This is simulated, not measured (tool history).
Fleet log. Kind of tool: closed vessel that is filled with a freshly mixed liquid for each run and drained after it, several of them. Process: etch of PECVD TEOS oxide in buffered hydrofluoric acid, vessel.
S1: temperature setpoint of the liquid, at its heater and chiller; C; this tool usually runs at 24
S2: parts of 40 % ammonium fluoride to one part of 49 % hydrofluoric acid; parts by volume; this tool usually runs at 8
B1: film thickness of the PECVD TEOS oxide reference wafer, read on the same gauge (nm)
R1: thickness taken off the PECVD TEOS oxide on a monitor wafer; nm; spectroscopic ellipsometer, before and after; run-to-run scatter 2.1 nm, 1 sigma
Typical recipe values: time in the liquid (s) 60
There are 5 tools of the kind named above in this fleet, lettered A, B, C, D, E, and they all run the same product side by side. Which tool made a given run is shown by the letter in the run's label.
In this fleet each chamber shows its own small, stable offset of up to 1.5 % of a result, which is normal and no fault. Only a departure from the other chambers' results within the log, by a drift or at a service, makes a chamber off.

run 1D hour=2.6 | S1=24 S2=8 time_in_the_liquid_(s)=60 | B1=130 | R1=215.83
run 2A hour=5.4 | S1=24 S2=8 time_in_the_liquid_(s)=60 | B1=129.99 | R1=219.68
run 3E hour=8.4 | S1=24 S2=8 time_in_the_liquid_(s)=60 | B1=130 | R1=215.39
run 4C hour=11.2 | S1=24 S2=8 time_in_the_liquid_(s)=60 | B1=129.99 | R1=211.24
run 5B hour=13.6 | S1=24 S2=8 time_in_the_liquid_(s)=60 | B1=129.98 | R1=218.2
run 6A hour=17.5 | S1=24 S2=8 time_in_the_liquid_(s)=60 | B1=130.01 | R1=215.67
run 7C hour=20.7 | S1=24 S2=8 time_in_the_liquid_(s)=60 | B1=130.02 | R1=213.36
run 8D hour=25.6 | S1=24 S2=8 time_in_the_liquid_(s)=60 | B1=130 | R1=219.76
run 9B hour=29.6 | S1=19.5 S2=8 time_in_the_liquid_(s)=80 | B1=129.99 | R1=230.44
run 10E hour=32.8 | S1=19.5 S2=8 time_in_the_liquid_(s)=80 | B1=129.99 | R1=222.62
run 11C hour=35.3 | S1=19.5 S2=8 time_in_the_liquid_(s)=80 | B1=130.03 | R1=223.39
run 12A hour=39.9 | S1=19.5 S2=8 time_in_the_liquid_(s)=80 | B1=130 | R1=224.14
run 13E hour=44.8 | S1=19.5 S2=8 time_in_the_liquid_(s)=80 | B1=130 | R1=224.31
run 14B hour=48.6 | S1=24 S2=8 time_in_the_liquid_(s)=60 | B1=129.97 | R1=217.4
run 15D hour=53.6 | S1=24 S2=8 time_in_the_liquid_(s)=60 | B1=130 | R1=217.8
run 16C hour=55.9 | S1=24 S2=8 time_in_the_liquid_(s)=60 | B1=130.02 | R1=216.74
run 17D hour=58.4 | S1=24 S2=8 time_in_the_liquid_(s)=60 | B1=129.98 | R1=216.47
run 18A hour=61.7 | S1=24 S2=8 time_in_the_liquid_(s)=60 | B1=130.03 | R1=217.62
run 19E hour=65.9 | S1=24 S2=8 time_in_the_liquid_(s)=60 | B1=130.01 | R1=214.34
run 20B hour=69.4 | S1=24 S2=8 time_in_the_liquid_(s)=60 | B1=129.99 | R1=215.94
run 21A hour=71.9 | S1=24 S2=8 time_in_the_liquid_(s)=40 | B1=130.01 | R1=141
run 22C hour=76.7 | S1=24 S2=8 time_in_the_liquid_(s)=40 | B1=130 | R1=140.06
run 23D hour=79.4 | S1=24 S2=8 time_in_the_liquid_(s)=40 | B1=130.01 | R1=142.42
run 24E hour=84.3 | S1=24 S2=8 time_in_the_liquid_(s)=40 | B1=130.02 | R1=142.91
run 25B hour=87.1 | S1=24 S2=8 time_in_the_liquid_(s)=40 | B1=130 | R1=143.63
run 26D hour=90.4 | S1=24 S2=8 time_in_the_liquid_(s)=60 | B1=129.99 | R1=212.22
run 27E hour=93.5 | S1=24 S2=8 time_in_the_liquid_(s)=60 | B1=129.98 | R1=214.44
run 28B hour=97.1 | S1=28.5 S2=8 time_in_the_liquid_(s)=60 | B1=130 | R1=273.6
run 29A hour=99.4 | S1=28.5 S2=8 time_in_the_liquid_(s)=60 | B1=130.01 | R1=276.15
run 30C hour=102.7 | S1=28.5 S2=8 time_in_the_liquid_(s)=60 | B1=129.98 | R1=275.58
run 31A hour=106.3 | S1=28.5 S2=8 time_in_the_liquid_(s)=60 | B1=130.02 | R1=269.32
run 32E hour=110.1 | S1=28.5 S2=8 time_in_the_liquid_(s)=60 | B1=130.03 | R1=271.44
run 33B hour=114.4 | S1=24 S2=8 time_in_the_liquid_(s)=60 | B1=130.01 | R1=215.23
run 34C hour=118.3 | S1=24 S2=8 time_in_the_liquid_(s)=60 | B1=129.98 | R1=213.48
run 35D hour=122.3 | S1=20 S2=8 time_in_the_liquid_(s)=60 | B1=130 | R1=165.48
-- hour=122.8 chamber B: hydrofluoric acid flow meter replaced
run 36A hour=125.3 | S1=20 S2=8 time_in_the_liquid_(s)=60 | B1=130.01 | R1=175.16
run 37E hour=127.9 | S1=20 S2=8 time_in_the_liquid_(s)=60 | B1=130.01 | R1=172.97
run 38D hour=130.8 | S1=20 S2=8 time_in_the_liquid_(s)=60 | B1=130.01 | R1=161.86
run 39C hour=135.2 | S1=20 S2=8 time_in_the_liquid_(s)=60 | B1=129.98 | R1=171.6
run 40B hour=138.9 | S1=24 S2=8 time_in_the_liquid_(s)=60 | B1=130.01 | R1=215.3
run 41A hour=143.4 | S1=24 S2=8 time_in_the_liquid_(s)=60 | B1=130.01 | R1=215.51
run 42D hour=148.1 | S1=28 S2=8 time_in_the_liquid_(s)=90 | B1=130 | R1=372.74
run 43B hour=153.1 | S1=28 S2=8 time_in_the_liquid_(s)=90 | B1=130.01 | R1=405.57
run 44E hour=157.1 | S1=28 S2=8 time_in_the_liquid_(s)=90 | B1=129.99 | R1=404.4

Read the log: is a single chamber off, either drifting away or since a service, is the gauge that measures every chamber drifting, or is nothing wrong beyond small per-chamber offsets? Name any odd chamber and what most likely caused it.

Little by little, chamber D moves away from the other chambers.
What lies behind it: hydrofluoric acid flow below the setpoint (%) = 8.16.
The log might look much the same if the cause were instead: liquid colder than its thermometer reads (K).

Which of the 4 candidates below, each the usual settings with something changed and its results left as question marks, puts chamber D back in line with what the other chambers give on the usual settings?
To be in line, a result may differ from the other chambers' mean on the usual settings by at most: R1 7.2 nm
run 45D-1 hour=160.8 | S1=24 S2=8 time_in_the_liquid_(s)=65 | R1=?
run 45D-2 hour=160.8 | S1=24 S2=8 time_in_the_liquid_(s)=55 | R1=?
run 45D-3 hour=160.8 | S1=23.5 S2=8 time_in_the_liquid_(s)=60 | R1=?
run 45D-4 hour=160.8 | S1=24.5 S2=8 time_in_the_liquid_(s)=60 | R1=?

Other chambers, usual settings, mean: R1 215.55 nm
run=45D-1 R1=214.68
run=45D-2 R1=181.66
run=45D-3 R1=192.84
run=45D-4 R1=203.74
45D-1 is the one that brings the chamber's results back in line with the other chambers.
